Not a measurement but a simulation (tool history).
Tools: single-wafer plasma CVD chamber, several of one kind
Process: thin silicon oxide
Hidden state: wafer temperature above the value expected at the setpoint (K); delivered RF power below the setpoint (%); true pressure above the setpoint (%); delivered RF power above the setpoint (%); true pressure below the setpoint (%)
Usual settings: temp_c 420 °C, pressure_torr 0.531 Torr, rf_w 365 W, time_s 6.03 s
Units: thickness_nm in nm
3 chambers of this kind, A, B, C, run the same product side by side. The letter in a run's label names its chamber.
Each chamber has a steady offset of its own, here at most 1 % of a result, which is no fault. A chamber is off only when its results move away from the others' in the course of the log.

run,hour,temp_c,pressure_torr,rf_w,time_s,hours since the last thermocouple change,hours since the last RF generator calibration,hours since the last manometer calibration,"read-back reference wafer on the same gauge, thickness_nm",thickness_nm
1A,4.1,420,0.531,365,6.03,393.4,924.3,417.8,9.1845,7.5824
2B,7.6,420,0.531,365,6.03,614.3,16.6,1044.7,9.1809,7.6314
3C,10.4,420,0.531,365,6.03,2099.6,1100.4,1141.9,9.1659,7.6147
4B,12.9,420,0.531,365,6.03,619.6,21.9,1050,9.1842,7.6539
5A,17.1,420,0.531,365,6.03,406.4,937.3,430.8,9.1938,7.5653
6C,20,420,0.531,365,6.03,2109.2,1110,1151.5,9.1747,7.7116
7B,22.4,420,0.531,365,6.03,629.1,31.4,1059.5,9.1779,7.5547
8A,26.8,420,0.531,365,6.03,416.1,947,440.5,9.1836,7.604
9C,30.7,420,0.531,365,6.03,2119.9,1120.7,1162.2,9.1658,7.7578
10B,34.5,420,0.531,365,6.03,641.2,43.5,1071.6,9.1768,7.5688
11C,37.4,434,0.531,415,6.03,2126.6,1127.4,1168.9,9.1803,7.9565
12A,41.2,434,0.531,415,6.03,430.5,961.4,454.9,9.1768,7.874
13B,45.3,434,0.531,415,6.03,652,54.3,1082.4,9.1755,7.9519
14C,47.6,420,0.531,365,6.03,2136.8,1137.6,1179.1,9.1807,7.6841
# hour 50.2: chamber B: capacitance manometer re-zeroed and calibrated
15A,50.9,420,0.531,365,6.65,440.2,971.1,464.6,9.1831,8.4037
16C,54.7,420,0.531,365,6.65,2143.9,1144.7,1186.2,9.1673,8.4653
17B,59,420,0.531,365,6.65,665.7,68,8.8,9.1886,8.7978
18A,63.1,420,0.531,365,6.03,452.4,983.3,476.8,9.1804,7.623
19C,65.8,420,0.531,365,7.11,2155,1155.8,1197.3,9.1743,9.0515
20A,69.4,420,0.531,365,7.11,458.7,989.6,483.1,9.173,8.9377
21B,72.6,420,0.531,365,7.11,679.3,81.6,22.4,9.1761,9.3985
22C,75.2,420,0.531,365,6.03,2164.4,1165.2,1206.7,9.1923,7.6335
23A,79.5,420,0.531,365,6.03,468.8,999.7,493.2,9.1796,7.5564
24B,83,420,0.531,365,6.03,689.7,92,32.8,9.1556,8.0006
25B,85.9,420,0.6,365,6.03,692.6,94.9,35.7,9.1737,9.2262
26A,88.2,420,0.6,365,6.03,477.5,1008.4,501.9,9.1824,8.653
27C,92.1,420,0.6,365,6.03,2181.3,1182.1,1223.6,9.1842,8.7584
28C,96.2,420,0.531,365,6.03,2185.4,1186.2,1227.7,9.184,7.6534
29B,100.3,420,0.531,365,6.03,707,109.3,50.1,9.1859,7.9407
30A,103.4,420,0.531,365,6.03,492.7,1023.6,517.1,9.175,7.5771
31A,106.1,420,0.531,365,6.03,495.4,1026.3,519.8,9.1851,7.6273
32C,108.8,420,0.531,365,6.03,2198,1198.8,1240.3,9.1872,7.6992
33B,112.4,420,0.531,365,6.03,719.1,121.4,62.2,9.1855,8.0207
34C,114.7,420,0.531,365,6.03,2203.9,1204.7,1246.2,9.1817,7.791
35A,118.4,420,0.531,365,6.03,507.7,1038.6,532.1,9.173,7.5691
36B,120.7,420,0.531,365,6.03,727.4,129.7,70.5,9.1888,8.1116
37C,123.4,420,0.531,365,6.03,2212.6,1213.4,1254.9,9.1813,7.66
38B,127.6,420,0.531,365,6.03,734.3,136.6,77.4,9.1747,8.0281
39A,131.9,431,0.531,365,6.03,521.2,1052.1,545.6,9.1931,7.5327
40C,135.1,431,0.531,365,6.03,2224.3,1225.1,1266.6,9.1749,7.5619
41A,137.3,431,0.531,365,6.03,526.6,1057.5,551,9.1774,7.5762
42B,140.8,420,0.531,365,5.63,747.5,149.8,90.6,9.1722,7.4149
43C,144,420,0.531,365,5.63,2233.2,1234,1275.5,9.1764,7.1354
44B,148.1,420,0.531,365,5.63,754.8,157.1,97.9,9.1757,7.488

Next, every chamber runs the same settings. What will each give?
45A,151.3,420,0.531,365,6.03,,,,,?
45B,151.3,420,0.531,365,6.03,,,,,?
45C,151.3,420,0.531,365,6.03,,,,,?

run,thickness_nm
45A,7.6495
45B,7.9991
45C,7.6942

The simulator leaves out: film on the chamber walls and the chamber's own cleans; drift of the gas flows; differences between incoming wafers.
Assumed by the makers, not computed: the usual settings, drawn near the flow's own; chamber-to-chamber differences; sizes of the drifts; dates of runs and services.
